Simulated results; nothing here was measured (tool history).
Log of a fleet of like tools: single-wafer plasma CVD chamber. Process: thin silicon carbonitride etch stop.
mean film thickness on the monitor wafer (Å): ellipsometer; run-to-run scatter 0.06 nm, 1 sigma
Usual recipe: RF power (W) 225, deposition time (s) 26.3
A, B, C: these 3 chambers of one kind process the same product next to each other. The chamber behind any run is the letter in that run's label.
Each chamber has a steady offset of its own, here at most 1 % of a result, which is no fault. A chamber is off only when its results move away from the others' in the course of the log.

run   hour  RF power (W)  deposition time (s)  hours since the last thermocouple change  hours since the last RF generator calibration  read-back reference wafer on the same gauge, thickness_nm  mean film thickness on the monitor wafer (Å)
 1A   10.8           225                 26.3                                     474.6                                          850.5                                                     14.916                                        156.37
 2C   17.9           225                 26.3                                     114.1                                          815.3                                                      14.89                                        154.76
 3B   25.8           225                 26.3                                     885.5                                         1926.2                                                     14.903                                        154.34
 4B   32.3           225                 26.3                                       892                                         1932.7                                                     14.906                                        154.95
 5A     44           225                 26.3                                     507.8                                          883.7                                                     14.918                                        156.57
 6C   50.4           225                 26.3                                     146.6                                          847.8                                                     14.889                                        154.88
 7B   61.4           225                 26.3                                     921.1                                         1961.8                                                     14.885                                         154.3
 8C   68.8           225                 26.3                                       165                                          866.2                                                     14.883                                        155.01
 9A   77.7           225                 26.3                                     541.5                                          917.4                                                     14.903                                        155.28
10A   85.4           190                 26.3                                     549.2                                          925.1                                                       14.9                                        147.98
11C   97.4           190                 26.3                                     193.6                                          894.8                                                     14.899                                        147.04
12B  106.8           190                 26.3                                     966.5                                         2007.2                                                       14.9                                        147.47
     107.6  -- chamber C: RF generator calibrated
     108.2  -- chamber B: RF generator calibrated
13C  112.6           225                 26.3                                     208.8                                              5                                                     14.895                                        154.98
14A  125.5           225                 26.3                                     589.3                                          965.2                                                     14.897                                         155.8
15B    139           225                 26.3                                     998.7                                           30.8                                                     14.897                                        154.39
16A  149.9           225                 26.3                                     613.7                                          989.6                                                     14.904                                        155.22
17C  156.1           225                 26.3                                     252.3                                           48.5                                                     14.895                                        155.97
18B  164.6           225                 23.5                                    1024.3                                           56.4                                                     14.905                                        138.72
19C  176.3           225                 23.5                                     272.5                                           68.7                                                     14.886                                         138.8
20B  182.8           225                 23.5                                    1042.5                                           74.6                                                     14.911                                        137.99
21A  194.4           225                 26.3                                     658.2                                         1034.1                                                     14.896                                        156.14
22C  201.1           225                 26.3                                     297.3                                           93.5                                                     14.906                                        153.97
23A  208.7           225                 26.3                                     672.5                                         1048.4                                                     14.895                                        156.61
24B  220.6           225                 26.3                                    1080.3                                          112.4                                                     14.905                                        155.43
25C  227.9           225                 26.3                                     324.1                                          120.3                                                     14.894                                        154.73
26A  241.4           225                 26.3                                     705.2                                         1081.1                                                     14.918                                         156.1
27B  254.3           225                 26.3                                      1114                                          146.1                                                     14.898                                        154.94
28A    261           225                 26.3                                     724.8                                         1100.7                                                     14.907                                        155.76
29C  272.6           225                 26.3                                     368.8                                            165                                                     14.903                                        154.42
30B  285.4           225                 26.3                                    1145.1                                          177.2                                                     14.896                                        155.49
31B    296           225                 26.3                                    1155.7                                          187.8                                                     14.918                                         154.7
32A  308.2           225                 26.3                                       772                                         1147.9                                                     14.904                                        156.17
33C  316.4           225                 26.3                                     412.6                                          208.8                                                       14.9                                        154.89
34C  325.8           225                 26.3                                       422                                          218.2                                                     14.894                                        155.36
35B  338.6           225                 26.3                                    1198.3                                          230.4                                                     14.891                                        155.58
36A  344.7           225                 26.3                                     808.5                                         1184.4                                                     14.907                                        156.51
37A  352.1           225                 26.3                                     815.9                                         1191.8                                                     14.897                                        154.91

Next, every chamber runs the same settings. What will each give?
38A  361.8           255                 26.3                                                                                                                                                                                                 ?
38B  361.8           255                 26.3                                                                                                                                                                                                 ?
38C  361.8           255                 26.3                                                                                                                                                                                                 ?

run  mean film thickness on the monitor wafer (Å)
38A                                        162.49
38B                                        160.72
38C                                        160.56
